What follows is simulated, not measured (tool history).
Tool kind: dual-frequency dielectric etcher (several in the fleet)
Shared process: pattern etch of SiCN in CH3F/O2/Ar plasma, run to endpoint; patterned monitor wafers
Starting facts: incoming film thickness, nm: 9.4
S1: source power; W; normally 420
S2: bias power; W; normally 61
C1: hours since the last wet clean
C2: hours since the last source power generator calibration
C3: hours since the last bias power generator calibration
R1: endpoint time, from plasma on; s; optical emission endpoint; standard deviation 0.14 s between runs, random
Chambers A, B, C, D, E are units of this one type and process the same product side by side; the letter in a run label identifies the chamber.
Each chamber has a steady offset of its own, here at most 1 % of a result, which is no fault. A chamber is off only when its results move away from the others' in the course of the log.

run   hour   S1  S2     C1      C2      C3      R1
 1C   10.1  420  61  206.0  3572.2   398.8  26.179
 2D   17.0  420  61  382.8  2712.5  2426.4  26.061
 3E   24.2  420  61   57.8  1369.6  1069.7  26.212
 4A   35.8  420  61  248.6   209.4  2164.0  25.862
 5B   43.7  420  61  403.3   394.8   446.6  26.468
 6E   56.5  420  47   90.1  1401.9  1102.0  28.537
 7A   68.8  420  47  281.6   242.4  2197.0  28.259
 8D   80.5  420  47  446.3  2776.0  2489.9  28.650
 9B   92.9  420  47  452.5   444.0   495.8  28.791
10C  105.8  420  47  301.7  3667.9   494.5  28.717
11D  112.4  510  61  478.2  2807.9  2521.8  24.262
12C  120.5  510  61  316.4  3682.6   509.2  24.388
13B  132.1  510  61  491.7   483.2   535.0  24.687
14A  145.5  510  61  358.3   319.1  2273.7  24.226
     153.1  -- chamber D: wet clean of the chamber
15E  155.9  510  61  189.5  1501.3  1201.4  24.169
16A  167.4  420  61  380.2   341.0  2295.6  26.044
17B  173.9  420  61  533.5   525.0   576.8  26.351
18E  185.1  420  61  218.7  1530.5  1230.6  26.344
19C  194.2  470  61  390.1  3756.3   582.9  24.665
     196.2  -- chamber A: wet clean of the chamber
20D  200.4  470  61   47.4  2895.9  2609.8  25.143
21A  206.2  470  61   10.1   379.8  2334.4  25.106
22C  213.0  470  61  408.9  3775.1   601.7  24.658
23E  225.9  470  61  259.5  1571.3  1271.4  25.363
24D  233.4  420  61   80.4  2928.9  2642.8  26.044
25B  244.5  420  61  604.1   595.6   647.4  26.581
26E  257.6  420  61  291.2  1603.0  1303.1  26.457
27D  265.4  420  61  112.4  2960.9  2674.8  26.069
28B  274.5  420  49  634.1   625.6   677.4  28.174
29C  286.4  420  49  482.3  3848.5   675.1  27.987
30A  297.6  420  49  101.5   471.2  2425.8  27.911
31B  307.9  420  49  667.5   659.0   710.8  28.327
32D  314.8  420  49  161.8  3010.3  2724.2  28.151
33A  324.1  420  61  128.0   497.7  2452.3  26.058
34E  336.8  420  61  370.4  1682.2  1382.3  26.202

Has any chamber moved away from the others, gradually or after a service, or does the common gauge drift, or do the chambers differ only by their own small steady offsets? State the chamber and the most likely cause if one applies.

Nothing is wrong: each chamber keeps only its own small, steady offset and the gauge holds still.
